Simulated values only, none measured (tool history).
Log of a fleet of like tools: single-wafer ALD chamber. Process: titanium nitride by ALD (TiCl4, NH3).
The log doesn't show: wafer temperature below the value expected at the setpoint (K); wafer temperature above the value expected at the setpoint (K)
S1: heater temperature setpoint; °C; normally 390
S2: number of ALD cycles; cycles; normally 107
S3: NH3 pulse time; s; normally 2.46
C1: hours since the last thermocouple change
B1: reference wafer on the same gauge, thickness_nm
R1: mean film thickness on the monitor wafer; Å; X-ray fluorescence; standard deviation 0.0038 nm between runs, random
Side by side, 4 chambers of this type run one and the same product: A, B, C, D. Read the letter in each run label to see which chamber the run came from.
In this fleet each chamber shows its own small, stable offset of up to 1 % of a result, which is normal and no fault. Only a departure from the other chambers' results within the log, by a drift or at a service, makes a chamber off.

{"run": "1A", "day": 0.321, "S1": 390, "S2": 107, "S3": 2.46, "C1": 470.5, "B1": 2.2895, "R1": 23.64}
{"run": "2B", "day": 0.542, "S1": 390, "S2": 107, "S3": 2.46, "C1": 1173.0, "B1": 2.2893, "R1": 23.7}
{"run": "3D", "day": 0.796, "S1": 390, "S2": 107, "S3": 2.46, "C1": 667.4, "B1": 2.2887, "R1": 23.823}
{"run": "4C", "day": 1.071, "S1": 390, "S2": 107, "S3": 2.46, "C1": 720.8, "B1": 2.2881, "R1": 23.574}
{"run": "5C", "day": 1.312, "S1": 390, "S2": 90, "S3": 2.99, "C1": 726.6, "B1": 2.2877, "R1": 19.947}
{"run": "6D", "day": 1.571, "S1": 390, "S2": 90, "S3": 2.99, "C1": 686.0, "B1": 2.289, "R1": 20.204}
{"run": "7A", "day": 1.775, "S1": 390, "S2": 90, "S3": 2.99, "C1": 505.4, "B1": 2.2871, "R1": 19.973}
{"run": "8B", "day": 2.033, "S1": 390, "S2": 90, "S3": 2.99, "C1": 1208.8, "B1": 2.2869, "R1": 20.05}
{"run": "9D", "day": 2.267, "S1": 390, "S2": 107, "S3": 2.46, "C1": 702.7, "B1": 2.2872, "R1": 23.728}
{"run": "10C", "day": 2.517, "S1": 385, "S2": 107, "S3": 2.46, "C1": 755.5, "B1": 2.2866, "R1": 23.444}
{"run": "11B", "day": 2.821, "S1": 385, "S2": 107, "S3": 2.46, "C1": 1227.7, "B1": 2.2847, "R1": 23.578}
{"run": "12A", "day": 3.171, "S1": 385, "S2": 107, "S3": 2.46, "C1": 538.9, "B1": 2.2848, "R1": 23.44}
{"run": "13C", "day": 3.438, "S1": 385, "S2": 107, "S3": 2.46, "C1": 777.6, "B1": 2.285, "R1": 23.419}
{"run": "14D", "day": 3.621, "S1": 390, "S2": 107, "S3": 2.46, "C1": 735.2, "B1": 2.2847, "R1": 23.732}
{"run": "15A", "day": 3.792, "S1": 390, "S2": 107, "S3": 2.46, "C1": 553.8, "B1": 2.2848, "R1": 23.519}
{"run": "16B", "day": 4.017, "S1": 390, "S2": 107, "S3": 2.46, "C1": 1256.4, "B1": 2.2848, "R1": 23.586}
{"run": "17C", "day": 4.362, "S1": 404, "S2": 92, "S3": 2.46, "C1": 799.8, "B1": 2.2841, "R1": 20.37}
{"run": "18B", "day": 4.654, "S1": 404, "S2": 92, "S3": 2.46, "C1": 1271.7, "B1": 2.2825, "R1": 20.456}
{"run": "19A", "day": 4.962, "S1": 404, "S2": 92, "S3": 2.46, "C1": 581.9, "B1": 2.2823, "R1": 20.403}
{"run": "20D", "day": 5.196, "S1": 404, "S2": 92, "S3": 2.46, "C1": 773.0, "B1": 2.2824, "R1": 20.647}
{"run": "21A", "day": 5.379, "S1": 390, "S2": 107, "S3": 2.46, "C1": 591.9, "B1": 2.2814, "R1": 23.524}
{"run": "22B", "day": 5.6, "S1": 390, "S2": 107, "S3": 2.46, "C1": 1294.4, "B1": 2.2828, "R1": 23.546}
{"run": "23D", "day": 5.917, "S1": 390, "S2": 107, "S3": 2.46, "C1": 790.3, "B1": 2.281, "R1": 23.763}
{"run": "24C", "day": 6.254, "S1": 390, "S2": 107, "S3": 2.46, "C1": 845.2, "B1": 2.2803, "R1": 23.49}
{"run": "25C", "day": 6.442, "S1": 390, "S2": 107, "S3": 2.46, "C1": 849.7, "B1": 2.2806, "R1": 23.516}
{"run": "26D", "day": 6.767, "S1": 390, "S2": 107, "S3": 2.46, "C1": 810.7, "B1": 2.2802, "R1": 23.751}
{"run": "27B", "day": 6.921, "S1": 390, "S2": 107, "S3": 2.46, "C1": 1326.1, "B1": 2.2801, "R1": 23.537}
{"run": "28A", "day": 7.188, "S1": 390, "S2": 107, "S3": 2.46, "C1": 635.3, "B1": 2.2797, "R1": 23.539}
{"run": "29A", "day": 7.471, "S1": 399, "S2": 107, "S3": 2.46, "C1": 642.1, "B1": 2.2789, "R1": 23.692}
{"run": "30B", "day": 7.762, "S1": 399, "S2": 107, "S3": 2.46, "C1": 1346.3, "B1": 2.2785, "R1": 23.713}
{"run": "31C", "day": 8.042, "S1": 399, "S2": 107, "S3": 2.46, "C1": 888.1, "B1": 2.2788, "R1": 23.599}
{"run": "32D", "day": 8.308, "S1": 399, "S2": 107, "S3": 2.46, "C1": 847.7, "B1": 2.2785, "R1": 23.812}
{"run": "33C", "day": 8.462, "S1": 390, "S2": 107, "S3": 2.46, "C1": 898.2, "B1": 2.2765, "R1": 23.42}
{"run": "34B", "day": 8.654, "S1": 390, "S2": 107, "S3": 2.46, "C1": 1367.7, "B1": 2.2772, "R1": 23.459}
{"run": "35D", "day": 8.971, "S1": 390, "S2": 107, "S3": 2.46, "C1": 863.6, "B1": 2.2767, "R1": 23.629}
{"run": "36A", "day": 9.188, "S1": 390, "S2": 107, "S3": 2.46, "C1": 683.3, "B1": 2.2768, "R1": 23.5}
{"run": "37D", "day": 9.55, "S1": 390, "S2": 107, "S3": 2.46, "C1": 877.5, "B1": 2.2763, "R1": 23.667}
{"run": "38B", "day": 9.833, "S1": 390, "S2": 107, "S3": 2.46, "C1": 1396.0, "B1": 2.2757, "R1": 23.466}
{"run": "39A", "day": 10.0, "S1": 390, "S2": 107, "S3": 2.46, "C1": 702.8, "B1": 2.2762, "R1": 23.416}
{"run": "40C", "day": 10.267, "S1": 390, "S2": 107, "S3": 2.46, "C1": 941.5, "B1": 2.2752, "R1": 23.41}

Each of the 4 chambers runs these same settings next. Fill in every chamber's results:
{"run": "41A", "day": 10.525, "S1": 390, "S2": 107, "S3": 3.42, "R1": "?"}
{"run": "41B", "day": 10.525, "S1": 390, "S2": 107, "S3": 3.42, "R1": "?"}
{"run": "41C", "day": 10.525, "S1": 390, "S2": 107, "S3": 3.42, "R1": "?"}
{"run": "41D", "day": 10.525, "S1": 390, "S2": 107, "S3": 3.42, "R1": "?"}

run=41A R1=23.692
run=41B R1=23.806
run=41C R1=23.757
run=41D R1=23.890

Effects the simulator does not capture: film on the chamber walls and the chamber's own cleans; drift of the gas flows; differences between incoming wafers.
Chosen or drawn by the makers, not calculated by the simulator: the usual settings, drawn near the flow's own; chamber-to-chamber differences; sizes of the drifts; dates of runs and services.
